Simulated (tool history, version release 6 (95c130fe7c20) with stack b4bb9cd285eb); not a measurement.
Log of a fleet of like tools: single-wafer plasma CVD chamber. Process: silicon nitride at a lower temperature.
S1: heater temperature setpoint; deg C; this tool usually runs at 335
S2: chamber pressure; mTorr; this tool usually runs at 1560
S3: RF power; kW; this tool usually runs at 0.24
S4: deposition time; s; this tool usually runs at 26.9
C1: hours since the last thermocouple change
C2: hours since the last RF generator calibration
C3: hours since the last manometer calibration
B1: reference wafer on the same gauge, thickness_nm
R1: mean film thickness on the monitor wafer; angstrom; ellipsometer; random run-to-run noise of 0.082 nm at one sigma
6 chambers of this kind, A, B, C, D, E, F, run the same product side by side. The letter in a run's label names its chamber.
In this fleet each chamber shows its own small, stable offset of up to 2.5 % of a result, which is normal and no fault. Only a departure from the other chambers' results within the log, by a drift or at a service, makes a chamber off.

run	hour	S1	S2	S3	S4	C1	C2	C3	B1	R1
1E	13.8	335	1560	0.24	26.9	633.6	677.4	753.8	25.71	270.52
2C	26.1	335	1560	0.24	26.9	1748.8	1716.3	1140	25.722	269.97
3B	35.3	335	1560	0.24	26.9	980.7	209.8	726.8	25.694	272.31
4F	46	335	1560	0.24	26.9	1169.9	1116.9	1127.2	25.701	270.91
5D	56	327	1560	0.24	26.9	400.5	1128.2	122.7	25.711	276.53
6A	68	327	1560	0.24	26.9	344.7	310.1	1453.1	25.706	268.89
7E	74.7	327	1560	0.24	26.9	694.5	738.3	814.7	25.689	269.93
8D	81.5	327	1560	0.24	26.9	426	1153.7	148.2	25.705	277.69
9F	89.7	327	1560	0.24	26.9	1213.6	1160.6	1170.9	25.681	272.26
10C	98.2	327	1560	0.24	26.9	1820.9	1788.4	1212.1	25.704	270.17
11B	105	335	1560	0.24	26.9	1050.4	279.5	796.5	25.706	271.17
12A	117.4	335	1560	0.24	26.9	394.1	359.5	1502.5	25.697	269.5
13B	127.5	335	1560	0.24	26.9	1072.9	302	819	25.695	272.12
14E	140.7	335	1560	0.24	26.9	760.5	804.3	880.7	25.696	270.96
# hour 148.5: chamber F: RF generator calibrated
15A	151.8	335	1560	0.24	26.9	428.5	393.9	1536.9	25.678	268.2
# hour 152.6: chamber F: capacitance manometer re-zeroed and calibrated
16C	159.3	335	1560	0.24	26.9	1882	1849.5	1273.2	25.688	270.31
17F	165.3	335	1560	0.24	26.9	1289.2	16.8	12.7	25.698	276.72
18D	173.1	335	1560	0.24	26.9	517.6	1245.3	239.8	25.701	277.09
19A	185.5	335	1560	0.24	26.9	462.2	427.6	1570.6	25.711	268
20B	197.2	335	1560	0.24	26.9	1142.6	371.7	888.7	25.669	273.66
21F	209.4	335	1560	0.24	26.9	1333.3	60.9	56.8	25.709	276.28
22D	216.5	335	1560	0.24	26.9	561	1288.7	283.2	25.709	276.17
23C	224.2	335	1560	0.24	26.9	1946.9	1914.4	1338.1	25.685	268.72
# hour 230.9: chamber C: thermocouple changed; heater temperature recalibrated
24E	232.9	335	1560	0.24	26.9	852.7	896.5	972.9	25.702	269.59
25C	242.2	335	1560	0.24	26.9	11.4	1932.4	1356.1	25.685	268.62
26D	249.4	335	1560	0.24	26.9	593.9	1321.6	316.1	25.71	275.61
27F	257.4	335	1560	0.24	26.9	1381.3	108.9	104.8	25.715	277.09
28A	271.2	335	1560	0.24	26.9	547.9	513.3	1656.3	25.694	268.3
29B	278	335	1560	0.24	26.9	1223.4	452.5	969.5	25.692	271.33
30E	291.5	335	1560	0.24	26.9	911.3	955.1	1031.5	25.711	269.16
# hour 293.3: chamber B: capacitance manometer re-zeroed and calibrated
31E	299.4	335	1560	0.275	22.1	919.2	963	1039.4	25.691	243.58
32D	313	335	1560	0.275	22.1	657.5	1385.2	379.7	25.73	250
33F	325.2	335	1560	0.275	22.1	1449.1	176.7	172.6	25.705	250.3
34A	331.9	335	1560	0.275	22.1	608.6	574	1717	25.683	241.42
35B	343.5	335	1560	0.275	22.1	1288.9	518	50.3	25.726	246.63
36C	352.7	335	1560	0.275	22.1	121.9	2042.9	1466.6	25.7	242.92

All 6 chambers run these settings next. Forecast each chamber's results:
37A	362.7	335	1560	0.24	26.9					?
37B	362.7	335	1560	0.24	26.9					?
37C	362.7	335	1560	0.24	26.9					?
37D	362.7	335	1560	0.24	26.9					?
37E	362.7	335	1560	0.24	26.9					?
37F	362.7	335	1560	0.24	26.9					?

run	R1
37A	266.56
37B	271.2
37C	271.06
37D	275.92
37E	268.79
37F	277.11
